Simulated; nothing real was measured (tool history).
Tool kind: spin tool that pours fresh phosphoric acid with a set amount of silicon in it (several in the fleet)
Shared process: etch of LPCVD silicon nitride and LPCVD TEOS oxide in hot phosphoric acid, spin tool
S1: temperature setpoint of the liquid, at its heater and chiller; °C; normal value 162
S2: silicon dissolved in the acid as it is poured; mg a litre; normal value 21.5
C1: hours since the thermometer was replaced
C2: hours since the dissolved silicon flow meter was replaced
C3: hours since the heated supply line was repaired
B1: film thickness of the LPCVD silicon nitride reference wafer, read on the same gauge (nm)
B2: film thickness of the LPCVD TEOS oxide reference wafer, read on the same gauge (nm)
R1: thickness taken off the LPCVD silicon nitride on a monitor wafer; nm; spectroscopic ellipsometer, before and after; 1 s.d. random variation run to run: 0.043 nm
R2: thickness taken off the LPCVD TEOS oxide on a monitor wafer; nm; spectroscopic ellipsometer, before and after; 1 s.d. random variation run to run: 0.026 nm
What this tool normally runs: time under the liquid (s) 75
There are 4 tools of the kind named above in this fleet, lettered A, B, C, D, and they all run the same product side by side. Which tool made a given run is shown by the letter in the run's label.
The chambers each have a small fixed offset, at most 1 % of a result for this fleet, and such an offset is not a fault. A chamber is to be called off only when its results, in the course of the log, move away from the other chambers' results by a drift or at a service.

run 1B hour=6.8 | S1=162 S2=21.5 time_under_the_liquid_(s)=75 | C1=850.6 C2=439.6 C3=2109 | B1=80.006 B2=109.98 | R1=6.9718 R2=0.21818
run 2A hour=21.3 | S1=162 S2=21.5 time_under_the_liquid_(s)=75 | C1=1346 C2=875.3 C3=769.7 | B1=79.99 B2=109.97 | R1=7.0356 R2=0.21885
-- hour=22.1 chamber D: dissolved silicon flow meter replaced
run 3D hour=32.1 | S1=162 S2=21.5 time_under_the_liquid_(s)=75 | C1=327.6 C2=10 C3=258.3 | B1=79.989 B2=109.99 | R1=7.0369 R2=0.291
run 4C hour=39.4 | S1=162 S2=21.5 time_under_the_liquid_(s)=75 | C1=1997.7 C2=93.6 C3=1320.7 | B1=80.005 B2=109.98 | R1=6.9732 R2=0.28038
run 5C hour=51 | S1=162 S2=21.5 time_under_the_liquid_(s)=75 | C1=2009.3 C2=105.2 C3=1332.3 | B1=79.989 B2=110.04 | R1=6.9489 R2=0.27633
run 6D hour=57.7 | S1=162 S2=21.5 time_under_the_liquid_(s)=75 | C1=353.2 C2=35.6 C3=283.9 | B1=80.005 B2=109.99 | R1=6.971 R2=0.27668
run 7A hour=71.5 | S1=162 S2=21.5 time_under_the_liquid_(s)=75 | C1=1396.2 C2=925.5 C3=819.9 | B1=80.004 B2=110.03 | R1=7.0716 R2=0.20628
-- hour=77.5 chamber B: dissolved silicon flow meter replaced
run 8B hour=81.1 | S1=162 S2=21.5 time_under_the_liquid_(s)=75 | C1=924.9 C2=3.7 C3=2183.3 | B1=80.001 B2=110.04 | R1=6.9409 R2=0.25613
run 9D hour=90.3 | S1=162 S2=21.5 time_under_the_liquid_(s)=75 | C1=385.8 C2=68.2 C3=316.5 | B1=80.003 B2=110.02 | R1=6.9978 R2=0.25568
run 10C hour=105.3 | S1=162 S2=29 time_under_the_liquid_(s)=75 | C1=2063.6 C2=159.5 C3=1386.6 | B1=80.017 B2=109.97 | R1=6.9777 R2=0.21797
run 11B hour=117.9 | S1=162 S2=29 time_under_the_liquid_(s)=75 | C1=961.7 C2=40.5 C3=2220.1 | B1=79.991 B2=110 | R1=6.9636 R2=0.17685
run 12A hour=126.8 | S1=162 S2=29 time_under_the_liquid_(s)=75 | C1=1451.5 C2=980.8 C3=875.2 | B1=80.003 B2=109.97 | R1=7.0613 R2=0.2269
run 13A hour=139.6 | S1=162 S2=29 time_under_the_liquid_(s)=75 | C1=1464.3 C2=993.6 C3=888 | B1=79.996 B2=109.99 | R1=7.0037 R2=0.1846
run 14C hour=149.8 | S1=162 S2=21.5 time_under_the_liquid_(s)=75 | C1=2108.1 C2=204 C3=1431.1 | B1=79.976 B2=109.97 | R1=6.9055 R2=0.26924
run 15B hour=161 | S1=162 S2=21.5 time_under_the_liquid_(s)=75 | C1=1004.8 C2=83.6 C3=2263.2 | B1=79.984 B2=110 | R1=6.9929 R2=0.26344
run 16D hour=173.1 | S1=162 S2=21.5 time_under_the_liquid_(s)=75 | C1=468.6 C2=151 C3=399.3 | B1=80.002 B2=109.96 | R1=7.0201 R2=0.23199
run 17A hour=186.6 | S1=162 S2=21.5 time_under_the_liquid_(s)=75 | C1=1511.3 C2=1040.6 C3=935 | B1=80.013 B2=109.93 | R1=7.0481 R2=0.24174
run 18D hour=195.4 | S1=162 S2=21.5 time_under_the_liquid_(s)=35 | C1=490.9 C2=173.3 C3=421.6 | B1=80 B2=109.99 | R1=3.2501 R2=0.096408
run 19C hour=208.6 | S1=162 S2=21.5 time_under_the_liquid_(s)=35 | C1=2166.9 C2=262.8 C3=1489.9 | B1=79.986 B2=109.98 | R1=3.271 R2=0.12694
run 20B hour=216.2 | S1=162 S2=21.5 time_under_the_liquid_(s)=35 | C1=1060 C2=138.8 C3=2318.4 | B1=79.994 B2=110 | R1=3.2623 R2=0.11454
run 21B hour=227.3 | S1=162 S2=21.5 time_under_the_liquid_(s)=35 | C1=1071.1 C2=149.9 C3=2329.5 | B1=80.005 B2=110.02 | R1=3.2483 R2=0.11711
run 22D hour=239.4 | S1=162 S2=21.5 time_under_the_liquid_(s)=75 | C1=534.9 C2=217.3 C3=465.6 | B1=80.01 B2=110.01 | R1=6.9448 R2=0.27198
run 23A hour=249.2 | S1=162 S2=21.5 time_under_the_liquid_(s)=75 | C1=1573.9 C2=1103.2 C3=997.6 | B1=80.009 B2=110 | R1=6.9988 R2=0.30185
run 24C hour=257 | S1=162 S2=21.5 time_under_the_liquid_(s)=75 | C1=2215.3 C2=311.2 C3=1538.3 | B1=80.01 B2=109.99 | R1=6.9252 R2=0.26554
run 25B hour=272.2 | S1=162 S2=21.5 time_under_the_liquid_(s)=75 | C1=1116 C2=194.8 C3=2374.4 | B1=79.987 B2=109.95 | R1=7.0128 R2=0.24626
run 26D hour=279.2 | S1=161 S2=21.5 time_under_the_liquid_(s)=75 | C1=574.7 C2=257.1 C3=505.4 | B1=79.985 B2=109.99 | R1=6.7524 R2=0.2544
run 27C hour=293.1 | S1=161 S2=21.5 time_under_the_liquid_(s)=75 | C1=2251.4 C2=347.3 C3=1574.4 | B1=80.016 B2=109.99 | R1=6.8044 R2=0.21782
run 28A hour=302.2 | S1=161 S2=21.5 time_under_the_liquid_(s)=75 | C1=1626.9 C2=1156.2 C3=1050.6 | B1=79.984 B2=110 | R1=6.7624 R2=0.25348
run 29D hour=314.7 | S1=161 S2=21.5 time_under_the_liquid_(s)=75 | C1=610.2 C2=292.6 C3=540.9 | B1=80.014 B2=109.98 | R1=6.761 R2=0.26295
run 30C hour=328.7 | S1=162 S2=21.5 time_under_the_liquid_(s)=75 | C1=2287 C2=382.9 C3=1610 | B1=80.013 B2=109.99 | R1=6.9816 R2=0.32186

Has any chamber moved away from the others, gradually or after a service, or does the common gauge drift, or do the chambers differ only by their own small steady offsets? State the chamber and the most likely cause if one applies.

No chamber is off and the gauge is stable; the differences are just each chamber's small, constant offset.
